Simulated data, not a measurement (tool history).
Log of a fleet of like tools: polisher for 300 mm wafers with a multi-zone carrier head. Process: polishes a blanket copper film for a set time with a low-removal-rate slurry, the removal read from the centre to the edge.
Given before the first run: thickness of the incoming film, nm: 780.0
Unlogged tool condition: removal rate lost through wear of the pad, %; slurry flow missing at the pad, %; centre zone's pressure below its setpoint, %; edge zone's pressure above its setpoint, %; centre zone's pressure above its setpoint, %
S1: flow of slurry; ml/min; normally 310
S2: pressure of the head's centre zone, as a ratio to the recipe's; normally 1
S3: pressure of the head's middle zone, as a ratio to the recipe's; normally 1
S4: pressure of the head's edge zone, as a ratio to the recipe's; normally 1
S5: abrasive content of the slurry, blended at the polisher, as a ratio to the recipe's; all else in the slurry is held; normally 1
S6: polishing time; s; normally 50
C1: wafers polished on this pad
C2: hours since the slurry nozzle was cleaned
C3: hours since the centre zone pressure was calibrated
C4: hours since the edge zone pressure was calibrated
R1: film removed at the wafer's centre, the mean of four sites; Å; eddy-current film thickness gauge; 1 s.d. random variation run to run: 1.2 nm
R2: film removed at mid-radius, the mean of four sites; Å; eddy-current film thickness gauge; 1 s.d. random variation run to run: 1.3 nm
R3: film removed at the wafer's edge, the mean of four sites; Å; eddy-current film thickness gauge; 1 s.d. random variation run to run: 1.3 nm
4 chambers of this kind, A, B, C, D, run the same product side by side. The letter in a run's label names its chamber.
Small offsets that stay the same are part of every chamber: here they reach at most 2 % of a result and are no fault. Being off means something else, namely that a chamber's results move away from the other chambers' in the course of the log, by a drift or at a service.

run   hour   S1    S2    S3   S4    S5  S6    C1     C2     C3     C4      R1      R2      R3
 1C   10.9  310     1     1    1     1  50   764   13.3  172.9  591.2  1349.4  1314.2  1326.1
      11.9  -- chamber B: centre zone pressure recalibrated
        16  -- chamber D: worn pad replaced by a new one
 2B     18  310     1     1    1     1  50   987  591.9    6.1  606.9  1313.4  1319.4  1329.9
      19.9  -- chamber B: slurry nozzle cleaned
 3A   23.3  310     1     1    1     1  50   748    142  857.8     48  1324.9  1351.6  1331.7
      30.5  -- chamber B: worn pad replaced by a new one
 4D   32.9  310     1     1    1     1  50   200     92  346.5  519.4  1328.3    1362  1309.3
 5A   40.9  310     1     1    1     1  50   956  159.6  875.4   65.6    1340  1357.9  1328.7
 6B     52  310     1     1    1     1  50   255   32.1   40.1  640.9  1326.4  1347.6  1342.5
        61  -- chamber A: worn pad replaced by a new one
 7C   62.4  310     1  1.07    1     1  50  1372   64.8  224.4  642.7  1331.7  1417.2  1311.2
      66.4  -- chamber C: worn pad replaced by a new one
 8D   73.3  310     1  1.07    1     1  50   677  132.4  386.9  559.8    1345  1448.1  1345.8
 9C   79.2  310     1  1.07    1     1  50   152   81.6  241.2  659.5  1325.9  1407.9  1322.5
10A   86.9  310     1  1.07    1     1  50   306  205.6  921.4  111.6  1344.5  1430.4  1320.6
11D   97.7  310     1     1    1     1  50   965  156.8  411.3  584.2  1342.6  1327.2  1333.9
12B  104.1  310     1     1    1     1  56   870   84.2   92.2    693  1470.4  1483.2  1480.5
13B  114.4  310     1     1    1     1  56   992   94.5  102.5  703.3  1488.3  1491.1  1504.5
14C  120.4  310     1     1    1     1  56   638  122.8  282.4  700.7  1481.8  1481.2  1497.7
     126.6  -- chamber B: worn pad replaced by a new one
15A  131.7  310     1     1    1     1  56   835  250.4  966.2  156.4    1509  1506.2  1496.1
16D  137.8  310  0.94     1    1  0.85  50  1439  196.9  451.4  624.3  1213.5    1270  1287.7
     139.4  -- chamber D: worn pad replaced by a new one
17D  146.9  310  0.94     1    1  0.85  50    89    206  460.5  633.4  1187.3  1288.2  1281.6
18A  157.2  310  0.94     1    1  0.85  50  1136  275.9  991.7  181.9  1200.2    1294    1279
     163.2  -- chamber A: worn pad replaced by a new one
19C  164.2  310  0.94     1    1  0.85  50  1156  166.6  326.2  744.5  1208.4  1271.9  1313.8
     168.6  -- chamber A: centre zone pressure recalibrated
20B  174.2  370     1     1    1  1.15  50   563  154.3  162.3  763.1  1395.7  1388.5  1371.5
21C  181.6  370     1     1    1  1.15  50  1361    184  343.6  761.9  1411.8  1392.8  1377.5
       184  -- chamber C: worn pad replaced by a new one
22A  187.5  370     1     1    1  1.15  50   287  306.2   18.9  212.2  1254.4  1425.6  1408.6
23B  197.7  370     1     1    1  1.15  50   840  177.8  185.8  786.6  1378.6  1374.6  1369.6
24D  208.3  310     1     1    1     1  50   814  267.4  521.9  694.8  1315.1  1321.6  1320.5
25A  219.2  310     1     1    1     1  50   661  337.9   50.6  243.9  1203.2  1338.5  1335.3
     223.9  -- chamber B: worn pad replaced by a new one
26C  226.1  310  0.91     1  0.9     1  50   497  228.5  388.1  806.4  1199.7  1313.5  1268.3
27D    236  310  0.91     1  0.9     1  50  1141  295.1  549.6  722.5  1188.9  1351.3  1265.5
     240.9  -- chamber D: centre zone pressure recalibrated
28B    244  310  0.91     1  0.9     1  50   238  224.1  232.1  832.9  1175.2  1331.9  1260.7
     248.3  -- chamber A: worn pad replaced by a new one
29D  253.7  310  0.91     1  0.9     1  50  1350  312.8   12.8  740.2  1214.2  1335.4  1273.8
30C  258.6  310     1     1    1     1  50   881    261  420.6  838.9  1327.3  1323.3  1320.4
31A    268  310     1     1    1     1  50   232  386.7   99.4  292.7  1195.2  1331.2  1336.2
32B  276.4  310     1     1    1     1  50   620  256.5  264.5  865.3  1303.6  1320.9  1333.5

One chamber off, gauge drift, or nothing amiss beyond the chambers' own small offsets? If it is a chamber, which one, and what is the likeliest cause?

A service on chamber A put it out of line with the rest.
Likeliest cause: centre zone's pressure below its setpoint, % = 9.47.

Chamber A could run next with any of the 4 candidate recipes listed below; each alters the usual settings, and their results appear as question marks. Which one brings its results back in line with what the other chambers deliver on the usual settings?
In line here means within this much of the mean the other chambers give on the usual settings: R1 41 Å; R2 45 Å; R3 44 Å
33A-1  284.5  315  1.09  0.98  0.97   1  50                   ?   ?   ?
33A-2  284.5  320  1.17  0.95  0.94   1  51                   ?   ?   ?
33A-3  284.5  300  0.85  1.04  1.04   1  50                   ?   ?   ?
33A-4  284.5  305  0.91  1.02  1.03   1  50                   ?   ?   ?

Other chambers, usual settings, mean: R1 1330.7 Å; R2 1328.9 Å; R3 1327 Å
  run      R1      R2      R3
33A-1    1318  1320.7    1313
33A-2  1454.4  1310.7  1319.9
33A-3  995.39  1390.2  1355.9
33A-4  1076.2  1367.3    1351
It is 33A-1 that realigns the chamber with its peers.

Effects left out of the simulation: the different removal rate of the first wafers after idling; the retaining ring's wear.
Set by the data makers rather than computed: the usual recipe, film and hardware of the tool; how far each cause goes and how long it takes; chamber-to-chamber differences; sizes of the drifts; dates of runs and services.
